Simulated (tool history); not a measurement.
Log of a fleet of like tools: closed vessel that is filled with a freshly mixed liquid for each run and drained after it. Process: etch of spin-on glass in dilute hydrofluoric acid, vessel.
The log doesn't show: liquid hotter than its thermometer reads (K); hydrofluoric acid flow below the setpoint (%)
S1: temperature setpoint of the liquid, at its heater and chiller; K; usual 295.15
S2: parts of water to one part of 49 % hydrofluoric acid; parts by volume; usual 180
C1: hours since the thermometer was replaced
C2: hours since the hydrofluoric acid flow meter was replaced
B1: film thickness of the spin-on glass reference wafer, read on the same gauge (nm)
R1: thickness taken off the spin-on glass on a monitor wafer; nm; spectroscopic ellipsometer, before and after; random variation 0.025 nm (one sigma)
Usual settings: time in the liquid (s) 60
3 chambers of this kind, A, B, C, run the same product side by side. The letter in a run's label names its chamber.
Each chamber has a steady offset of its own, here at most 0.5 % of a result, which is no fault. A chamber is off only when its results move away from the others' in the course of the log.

{"run": "1A", "hour": 10.7, "S1": 295.15, "S2": 180, "time in the liquid (s)": 60, "C1": 1173.8, "C2": 1254.0, "B1": 50.016, "R1": 7.3}
{"run": "2B", "hour": 26.6, "S1": 295.15, "S2": 180, "time in the liquid (s)": 60, "C1": 907.9, "C2": 873.3, "B1": 49.979, "R1": 7.3243}
{"run": "3C", "hour": 35.3, "S1": 295.15, "S2": 180, "time in the liquid (s)": 60, "C1": 586.9, "C2": 151.8, "B1": 49.996, "R1": 7.3034}
{"run": "4B", "hour": 44.4, "S1": 295.15, "S2": 180, "time in the liquid (s)": 60, "C1": 925.7, "C2": 891.1, "B1": 50.018, "R1": 7.2927}
{"run": "5C", "hour": 59.6, "S1": 295.15, "S2": 180, "time in the liquid (s)": 60, "C1": 611.2, "C2": 176.1, "B1": 50.024, "R1": 7.3645}
{"run": "6A", "hour": 72.3, "S1": 291.15, "S2": 180, "time in the liquid (s)": 95, "C1": 1235.4, "C2": 1315.6, "B1": 49.981, "R1": 9.8836}
{"run": "7C", "hour": 82.0, "S1": 291.15, "S2": 180, "time in the liquid (s)": 95, "C1": 633.6, "C2": 198.5, "B1": 49.992, "R1": 9.9613}
{"run": "8B", "hour": 91.7, "S1": 291.15, "S2": 180, "time in the liquid (s)": 95, "C1": 973.0, "C2": 938.4, "B1": 50.013, "R1": 9.9589}
{"hour": 98.5, "done": "chamber C: thermometer replaced"}
{"run": "9A", "hour": 102.5, "S1": 295.15, "S2": 180, "time in the liquid (s)": 60, "C1": 1265.6, "C2": 1345.8, "B1": 50.018, "R1": 7.2741}
{"run": "10A", "hour": 116.1, "S1": 295.15, "S2": 180, "time in the liquid (s)": 60, "C1": 1279.2, "C2": 1359.4, "B1": 50.014, "R1": 7.304}
{"run": "11C", "hour": 128.6, "S1": 295.15, "S2": 180, "time in the liquid (s)": 60, "C1": 30.2, "C2": 245.1, "B1": 49.978, "R1": 7.3227}
{"run": "12B", "hour": 136.0, "S1": 295.15, "S2": 180, "time in the liquid (s)": 60, "C1": 1017.3, "C2": 982.7, "B1": 49.983, "R1": 7.3629}
{"run": "13B", "hour": 149.6, "S1": 295.15, "S2": 180, "time in the liquid (s)": 60, "C1": 1030.9, "C2": 996.3, "B1": 50.007, "R1": 7.3841}
{"run": "14A", "hour": 162.0, "S1": 295.15, "S2": 125, "time in the liquid (s)": 60, "C1": 1325.1, "C2": 1405.3, "B1": 49.975, "R1": 11.07}
{"run": "15C", "hour": 173.3, "S1": 295.15, "S2": 125, "time in the liquid (s)": 60, "C1": 74.9, "C2": 289.8, "B1": 50.016, "R1": 11.151}
{"run": "16A", "hour": 185.1, "S1": 295.15, "S2": 125, "time in the liquid (s)": 60, "C1": 1348.2, "C2": 1428.4, "B1": 50.007, "R1": 11.012}
{"run": "17C", "hour": 192.2, "S1": 295.15, "S2": 180, "time in the liquid (s)": 60, "C1": 93.8, "C2": 308.7, "B1": 49.985, "R1": 7.2912}
{"run": "18B", "hour": 207.0, "S1": 295.15, "S2": 180, "time in the liquid (s)": 60, "C1": 1088.3, "C2": 1053.7, "B1": 49.988, "R1": 7.3561}
{"run": "19A", "hour": 220.8, "S1": 295.15, "S2": 180, "time in the liquid (s)": 60, "C1": 1383.9, "C2": 1464.1, "B1": 50.002, "R1": 7.3307}
{"run": "20B", "hour": 235.3, "S1": 295.15, "S2": 180, "time in the liquid (s)": 60, "C1": 1116.6, "C2": 1082.0, "B1": 49.997, "R1": 7.2818}
{"run": "21C", "hour": 245.1, "S1": 295.15, "S2": 180, "time in the liquid (s)": 60, "C1": 146.7, "C2": 361.6, "B1": 50.014, "R1": 7.2988}
{"run": "22A", "hour": 259.7, "S1": 295.15, "S2": 180, "time in the liquid (s)": 60, "C1": 1422.8, "C2": 1503.0, "B1": 50.003, "R1": 7.2795}
{"run": "23C", "hour": 271.3, "S1": 295.15, "S2": 180, "time in the liquid (s)": 60, "C1": 172.9, "C2": 387.8, "B1": 50.018, "R1": 7.2736}
{"run": "24B", "hour": 284.2, "S1": 295.15, "S2": 180, "time in the liquid (s)": 60, "C1": 1165.5, "C2": 1130.9, "B1": 50.011, "R1": 7.351}
{"run": "25A", "hour": 295.2, "S1": 295.15, "S2": 180, "time in the liquid (s)": 60, "C1": 1458.3, "C2": 1538.5, "B1": 49.996, "R1": 7.2897}
{"run": "26C", "hour": 304.9, "S1": 295.15, "S2": 180, "time in the liquid (s)": 60, "C1": 206.5, "C2": 421.4, "B1": 50.028, "R1": 7.2962}
{"run": "27B", "hour": 319.1, "S1": 295.15, "S2": 180, "time in the liquid (s)": 60, "C1": 1200.4, "C2": 1165.8, "B1": 50.013, "R1": 7.3309}
{"run": "28C", "hour": 326.3, "S1": 295.15, "S2": 180, "time in the liquid (s)": 60, "C1": 227.9, "C2": 442.8, "B1": 50.001, "R1": 7.2499}
{"run": "29B", "hour": 337.8, "S1": 295.15, "S2": 180, "time in the liquid (s)": 60, "C1": 1219.1, "C2": 1184.5, "B1": 50.004, "R1": 7.3504}
{"run": "30A", "hour": 352.9, "S1": 295.15, "S2": 180, "time in the liquid (s)": 60, "C1": 1516.0, "C2": 1596.2, "B1": 50.037, "R1": 7.3495}
{"run": "31A", "hour": 366.2, "S1": 295.15, "S2": 180, "time in the liquid (s)": 60, "C1": 1529.3, "C2": 1609.5, "B1": 49.989, "R1": 7.2643}
{"run": "32C", "hour": 374.7, "S1": 295.15, "S2": 180, "time in the liquid (s)": 60, "C1": 276.3, "C2": 491.2, "B1": 50.006, "R1": 7.236}
{"run": "33B", "hour": 384.3, "S1": 295.15, "S2": 180, "time in the liquid (s)": 60, "C1": 1265.6, "C2": 1231.0, "B1": 50.025, "R1": 7.3491}
{"run": "34B", "hour": 398.6, "S1": 295.15, "S2": 180, "time in the liquid (s)": 60, "C1": 1279.9, "C2": 1245.3, "B1": 50.003, "R1": 7.3111}
{"run": "35A", "hour": 414.6, "S1": 295.15, "S2": 180, "time in the liquid (s)": 60, "C1": 1577.7, "C2": 1657.9, "B1": 50.019, "R1": 7.3165}
{"run": "36C", "hour": 421.7, "S1": 295.15, "S2": 180, "time in the liquid (s)": 60, "C1": 323.3, "C2": 538.2, "B1": 49.996, "R1": 7.222}
{"run": "37C", "hour": 437.3, "S1": 295.15, "S2": 180, "time in the liquid (s)": 60, "C1": 338.9, "C2": 553.8, "B1": 49.999, "R1": 7.2104}
{"run": "38B", "hour": 446.8, "S1": 295.15, "S2": 180, "time in the liquid (s)": 60, "C1": 1328.1, "C2": 1293.5, "B1": 50.009, "R1": 7.3761}
{"run": "39A", "hour": 459.8, "S1": 295.15, "S2": 180, "time in the liquid (s)": 60, "C1": 1622.9, "C2": 1703.1, "B1": 49.979, "R1": 7.2912}
{"run": "40C", "hour": 475.9, "S1": 295.15, "S2": 180, "time in the liquid (s)": 60, "C1": 377.5, "C2": 592.4, "B1": 49.984, "R1": 7.1997}
{"run": "41A", "hour": 490.0, "S1": 295.15, "S2": 180, "time in the liquid (s)": 60, "C1": 1653.1, "C2": 1733.3, "B1": 49.97, "R1": 7.3117}

Is one chamber off against the others, does the gauge drift, or is nothing wrong? If a chamber is off, say which, and what the likeliest cause is.

Chamber C drifts away from the others.
Cause: hydrofluoric acid flow below the setpoint (%) = 1.93.

Here are 4 candidates for chamber C's next run, each the usual settings with a change, their results left as question marks. Which one brings its results back in line with what the others give on the usual settings?
In line means no further than this from the other chambers' mean on the usual settings: R1 0.0880 nm
{"run": "42C-1", "hour": 501.6, "S1": 296.15, "S2": 180, "time in the liquid (s)": 60, "R1": "?"}
{"run": "42C-2", "hour": 501.6, "S1": 294.65, "S2": 180, "time in the liquid (s)": 60, "R1": "?"}
{"run": "42C-3", "hour": 501.6, "S1": 295.65, "S2": 180, "time in the liquid (s)": 60, "R1": "?"}
{"run": "42C-4", "hour": 501.6, "S1": 294.15, "S2": 180, "time in the liquid (s)": 60, "R1": "?"}

The other chambers' mean on the usual settings: R1 7.3146 nm
run=42C-1 R1=7.4510
run=42C-2 R1=7.0293
run=42C-3 R1=7.3085
run=42C-4 R1=6.8927
42C-3 brings the chamber back in line.
